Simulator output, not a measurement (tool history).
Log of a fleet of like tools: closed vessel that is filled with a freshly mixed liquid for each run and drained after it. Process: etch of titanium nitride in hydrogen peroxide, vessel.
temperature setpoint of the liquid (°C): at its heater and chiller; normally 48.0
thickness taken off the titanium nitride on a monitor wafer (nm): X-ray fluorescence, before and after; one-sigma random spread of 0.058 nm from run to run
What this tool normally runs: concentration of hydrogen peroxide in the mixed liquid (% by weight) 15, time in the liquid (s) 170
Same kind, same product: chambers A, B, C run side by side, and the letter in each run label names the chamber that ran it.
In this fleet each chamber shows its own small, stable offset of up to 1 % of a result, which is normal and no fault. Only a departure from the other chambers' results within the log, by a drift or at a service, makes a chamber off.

run   hour  temperature setpoint of the liquid (°C)  concentration of hydrogen peroxide in the mixed liquid (% by weight)  time in the liquid (s)  read-back film thickness of the titanium nitride reference wafer, read on the same gauge (nm)  thickness taken off the titanium nitride on a monitor wafer (nm)
 1B   10.3                                     48.0                                                                    15                     170                                                                                         99.998                                                           10.9390
 2C   22.6                                     48.0                                                                    15                     170                                                                                        100.000                                                           10.6460
 3A   35.5                                     48.0                                                                    15                     170                                                                                        100.020                                                           10.7820
 4C   46.7                                     48.0                                                                    15                     170                                                                                         99.973                                                           10.6990
 5A   56.5                                     48.0                                                                    15                     170                                                                                        100.030                                                           10.8930
 6B   64.1                                     48.0                                                                    15                     170                                                                                         99.993                                                           10.7920
 7B   72.2                                     48.0                                                                    15                     170                                                                                         99.987                                                           10.8970
 8A   79.1                                     48.0                                                                    15                     170                                                                                         99.979                                                           10.9200
 9C   87.5                                     48.0                                                                    15                     170                                                                                        100.020                                                           10.7230
10A  100.8                                     48.0                                                                    18                     170                                                                                        100.010                                                           11.2030
     106.7  -- chamber B: new drum of peroxide connected
     106.9  -- chamber A: new drum of peroxide connected
11C  114.2                                     48.0                                                                    18                     170                                                                                        100.000                                                           11.1410
12B  123.3                                     48.0                                                                    18                     170                                                                                        100.010                                                           11.2400
13B  135.5                                     48.0                                                                    15                     170                                                                                         99.999                                                           10.7970
14C  146.5                                     48.0                                                                    15                     170                                                                                        100.020                                                           10.6840
15A  153.5                                     48.0                                                                    15                     170                                                                                        100.020                                                           10.8390
16A  162.8                                     48.0                                                                    15                     170                                                                                        100.000                                                           10.8730
17C  174.5                                     39.5                                                                    15                     170                                                                                        100.040                                                            5.4754
18B  180.8                                     39.5                                                                    15                     170                                                                                         99.983                                                            5.7811
19A  190.5                                     39.5                                                                    15                     170                                                                                         99.966                                                            5.8165
20C  197.0                                     48.0                                                                    15                     170                                                                                        100.000                                                           10.5910
     200.3  -- chamber A: thermometer replaced
21B  209.1                                     48.0                                                                    15                     170                                                                                        100.000                                                           10.7990
22B  221.4                                     39.5                                                                    15                     170                                                                                         99.971                                                            5.7690
23A  235.1                                     39.5                                                                    15                     170                                                                                         99.990                                                            5.7303
24C  246.6                                     39.5                                                                    15                     170                                                                                         99.982                                                            5.4415
25A  252.7                                     48.0                                                                    15                     170                                                                                        100.010                                                           10.8680
26C  262.5                                     48.0                                                                    15                     170                                                                                         99.965                                                           10.3660
27B  272.4                                     38.5                                                                    15                     170                                                                                         99.980                                                            5.3429
28B  286.5                                     38.5                                                                    15                     170                                                                                        100.030                                                            5.3306
29A  294.2                                     38.5                                                                    15                     170                                                                                        100.010                                                            5.3454
30C  307.5                                     48.0                                                                    15                     170                                                                                        100.010                                                           10.2880
31A  318.4                                     48.0                                                                    15                     170                                                                                         99.986                                                           10.7330
32C  326.4                                     48.0                                                                    15                     170                                                                                         99.995                                                           10.1910
33B  332.6                                     48.0                                                                    15                     170                                                                                         99.986                                                           10.7160
34A  341.9                                     48.0                                                                    12                     170                                                                                        100.010                                                           10.3130
35C  355.0                                     48.0                                                                    12                     170                                                                                         99.959                                                            9.5931
36B  366.7                                     48.0                                                                    12                     170                                                                                        100.020                                                           10.3300
37A  378.9                                     48.0                                                                    15                     170                                                                                         99.971                                                           10.8390
38B  386.3                                     48.0                                                                    15                     170                                                                                         99.969                                                           10.7890
39C  397.1                                     48.0                                                                    12                     170                                                                                        100.030                                                            9.5467
40B  403.9                                     48.0                                                                    12                     170                                                                                        100.040                                                           10.2170

Read the log: is a single chamber off, either drifting away or since a service, is the gauge that measures every chamber drifting, or is nothing wrong beyond small per-chamber offsets? Name any odd chamber and what most likely caused it.

One chamber, C, drifts off from the rest bit by bit.
What lies behind it: liquid colder than its thermometer reads (K) = 0.83.

Here are 4 candidates for chamber C's next run, each the usual settings with a change, their results left as question marks. Which one brings its results back in line with what the others give on the usual settings?
Counts as in line when no further than this from what the other chambers average on the usual settings: thickness taken off the titanium nitride on a monitor wafer (nm) 0.2000
41C-1  414.0                                     47.5                                                                  15.0                     170                                                                                                                                                                ?
41C-2  414.0                                     48.0                                                                  17.5                     170                                                                                                                                                                ?
41C-3  414.0                                     47.0                                                                  15.0                     170                                                                                                                                                                ?
41C-4  414.0                                     49.0                                                                  15.0                     170                                                                                                                                                                ?

Other chambers, usual settings, mean: thickness taken off the titanium nitride on a monitor wafer (nm) 10.8300
  run  thickness taken off the titanium nitride on a monitor wafer (nm)
41C-1                                                            9.6548
41C-2                                                           10.3530
41C-3                                                            9.3047
41C-4                                                           10.8020
It is 41C-4 that realigns the chamber with its peers.
